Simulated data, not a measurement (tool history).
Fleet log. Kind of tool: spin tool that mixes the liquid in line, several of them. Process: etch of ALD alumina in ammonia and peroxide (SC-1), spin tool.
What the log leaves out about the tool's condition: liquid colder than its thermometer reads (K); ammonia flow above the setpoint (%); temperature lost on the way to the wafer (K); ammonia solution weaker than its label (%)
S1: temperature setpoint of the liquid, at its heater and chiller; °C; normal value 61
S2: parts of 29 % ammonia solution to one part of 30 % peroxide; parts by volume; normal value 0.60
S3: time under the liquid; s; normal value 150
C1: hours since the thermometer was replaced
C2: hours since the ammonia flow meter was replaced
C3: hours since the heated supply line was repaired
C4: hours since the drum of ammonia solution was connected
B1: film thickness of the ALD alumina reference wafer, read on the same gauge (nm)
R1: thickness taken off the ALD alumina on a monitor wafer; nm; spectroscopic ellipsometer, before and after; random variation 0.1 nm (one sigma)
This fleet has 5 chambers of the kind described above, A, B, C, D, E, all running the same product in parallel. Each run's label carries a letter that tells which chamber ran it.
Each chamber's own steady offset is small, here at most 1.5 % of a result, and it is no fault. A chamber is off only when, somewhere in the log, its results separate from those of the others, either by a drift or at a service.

run	hour	S1	S2	S3	C1	C2	C3	C4	B1	R1
1A	7.4	61	0.60	150	805.6	108.1	1756.8	682.2	39.986	11.1500
2B	15.5	61	0.60	150	555.5	918.3	917.9	721.9	40.009	11.0010
3E	25.4	61	0.60	150	804.6	1836.0	920.9	56.6	39.990	11.0700
4C	35.0	61	0.60	150	405.8	260.6	590.7	233.1	39.985	11.2610
5D	40.2	61	0.60	150	1615.0	489.2	389.8	318.0	40.003	11.0880
6E	45.9	61	0.60	150	825.1	1856.5	941.4	77.1	39.969	10.9240
7A	53.4	61	0.60	150	851.6	154.1	1802.8	728.2	39.986	10.9210
8B	59.1	61	0.60	150	599.1	961.9	961.5	765.5	39.961	10.9650
9D	69.2	61	0.60	150	1644.0	518.2	418.8	347.0	40.015	11.1090
10C	74.8	61	0.60	150	445.6	300.4	630.5	272.9	39.986	11.3060
11E	85.3	61	0.60	150	864.5	1895.9	980.8	116.5	40.005	11.1330
12C	90.1	61	0.60	150	460.9	315.7	645.8	288.2	39.985	11.3300
13A	100.2	61	0.60	150	898.4	200.9	1849.6	775.0	39.986	11.0160
14B	109.1	61	0.60	150	649.1	1011.9	1011.5	815.5	40.043	10.9170
15D	118.2	61	0.60	150	1693.0	567.2	467.8	396.0	39.996	11.0620
# hour 127.6: chamber B: thermometer replaced
16B	128.2	61	0.60	150	0.6	1031.0	1030.6	834.6	39.993	10.9760
17C	133.2	61	0.60	150	504.0	358.8	688.9	331.3	39.968	11.1430
18D	139.8	61	0.60	150	1714.6	588.8	489.4	417.6	40.032	11.0400
# hour 149.1: chamber B: new drum of ammonia solution connected
19A	149.5	61	0.60	150	947.7	250.2	1898.9	824.3	40.029	11.2900
20E	155.0	61	0.60	150	934.2	1965.6	1050.5	186.2	39.954	11.0500
21D	163.8	61	0.60	150	1738.6	612.8	513.4	441.6	40.001	11.1880
22B	170.9	61	0.60	150	43.3	1073.7	1073.3	21.8	39.992	10.7960
23C	178.2	61	0.60	150	549.0	403.8	733.9	376.3	40.012	11.2240
24E	185.8	61	0.60	150	965.0	1996.4	1081.3	217.0	40.016	11.1220
# hour 190.2: chamber D: thermometer replaced
25A	191.0	61	0.60	150	989.2	291.7	1940.4	865.8	40.016	11.1120
# hour 193.1: chamber B: ammonia flow meter replaced
26E	196.3	61	0.60	150	975.5	2006.9	1091.8	227.5	40.040	11.1640
# hour 206.5: chamber E: heated supply line repaired
27D	206.7	61	0.60	150	16.5	655.7	556.3	484.5	40.001	10.9370
28C	216.1	61	0.60	150	586.9	441.7	771.8	414.2	39.992	11.2680
29A	225.3	52	0.75	150	1023.5	326.0	1974.7	900.1	40.019	7.2151
30B	230.5	52	0.75	150	102.9	37.4	1132.9	81.4	40.017	6.7266
31A	239.2	52	0.75	150	1037.4	339.9	1988.6	914.0	40.006	7.1387
32E	247.7	52	0.75	150	1026.9	2058.3	41.3	278.9	40.026	7.2130
# hour 254.6: chamber D: new drum of ammonia solution connected
33B	255.6	52	0.75	150	128.0	62.5	1158.0	106.5	39.986	6.7635
34D	263.9	61	0.60	150	73.7	712.9	613.5	9.3	39.979	10.9990

Each of the 5 chambers runs these same settings next. Fill in every chamber's results:
35A	271.5	61	0.60	150						?
35B	271.5	61	0.60	150						?
35C	271.5	61	0.60	150						?
35D	271.5	61	0.60	150						?
35E	271.5	61	0.60	150						?

run	R1
35A	11.2290
35B	10.3520
35C	11.3280
35D	10.9450
35E	11.1830

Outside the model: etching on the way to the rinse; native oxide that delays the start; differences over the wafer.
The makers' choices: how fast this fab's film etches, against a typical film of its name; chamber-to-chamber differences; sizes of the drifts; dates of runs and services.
